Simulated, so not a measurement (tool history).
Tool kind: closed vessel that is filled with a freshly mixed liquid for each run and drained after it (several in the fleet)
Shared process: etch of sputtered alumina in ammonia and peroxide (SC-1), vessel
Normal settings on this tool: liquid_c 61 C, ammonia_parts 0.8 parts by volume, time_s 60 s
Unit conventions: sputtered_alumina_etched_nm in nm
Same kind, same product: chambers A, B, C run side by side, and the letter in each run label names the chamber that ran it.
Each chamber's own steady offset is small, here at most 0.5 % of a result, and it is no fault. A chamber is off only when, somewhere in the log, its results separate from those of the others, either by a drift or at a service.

run,hour,liquid_c,ammonia_parts,time_s,hours since the thermometer was replaced,hours since the ammonia flow meter was replaced,hours since the drum of ammonia solution was connected,"read-back film thickness of the sputtered alumina reference wafer, read on the same gauge (nm)",sputtered_alumina_etched_nm
1C,9.1,61,0.8,60,476.3,1153.9,61.2,90.014,6.9597
# hour 9.6: chamber B: ammonia flow meter replaced
# hour 10.4: chamber B: new drum of ammonia solution connected
2B,18.6,61,0.8,60,485.4,9,8.2,90.011,6.9156
3A,29.4,61,0.8,60,117.3,1106.1,703.7,90.027,6.8675
4A,41.4,61,0.8,60,129.3,1118.1,715.7,90.022,6.9316
5B,51.3,61,0.8,60,518.1,41.7,40.9,90.059,6.9612
6C,56.9,61,0.8,60,524.1,1201.7,109,90.025,6.9293
7A,68.7,61,0.8,60,156.6,1145.4,743,90.007,6.8774
8C,74.4,61,0.8,60,541.6,1219.2,126.5,90.003,6.8269
9B,86.4,61,0.8,45,553.2,76.8,76,90.02,5.2357
10B,98,61,0.8,45,564.8,88.4,87.6,89.963,5.1683
11A,110.1,61,0.8,45,198,1186.8,784.4,90.015,5.2051
12C,118.2,61,0.8,60,585.4,1263,170.3,90.027,6.7677
13A,124,61,0.8,60,211.9,1200.7,798.3,90.047,6.8634
14B,131.1,61,0.8,60,597.9,121.5,120.7,90.001,6.8127
15C,140.5,61,0.8,60,607.7,1285.3,192.6,90.054,6.5574
16B,153,61,0.8,40,619.8,143.4,142.6,89.998,4.6621
17A,164.8,61,0.8,40,252.7,1241.5,839.1,89.995,4.5864
18C,173.7,61,0.8,40,640.9,1318.5,225.8,90.055,4.4625
# hour 175.5: chamber A: new drum of ammonia solution connected
# hour 177.1: chamber C: new drum of ammonia solution connected
19A,182.5,61,0.8,60,270.4,1259.2,7,90.008,6.8552
20B,189.6,61,0.8,60,656.4,180,179.2,89.995,6.9803
21C,196.9,61,0.8,60,664.1,1341.7,19.9,90.002,6.4224
22C,208.6,67,0.8,60,675.8,1353.4,31.6,89.976,8.8083
23B,220.8,67,0.8,60,687.6,211.2,210.4,90.014,9.5214
24A,232.2,67,0.8,60,320.1,1308.9,56.7,89.983,9.1596
25C,241.6,61,0.8,60,708.8,1386.4,64.6,90.029,6.5335
26B,250.5,61,0.8,75,717.3,240.9,240.1,89.963,8.5737

Predict what each chamber gives when all 3 of them run the settings below next.
27A,259.7,61,1.1,60,,,,,?
27B,259.7,61,1.1,60,,,,,?
27C,259.7,61,1.1,60,,,,,?

run,sputtered_alumina_etched_nm
27A,7.028
27B,7.081
27C,6.5943
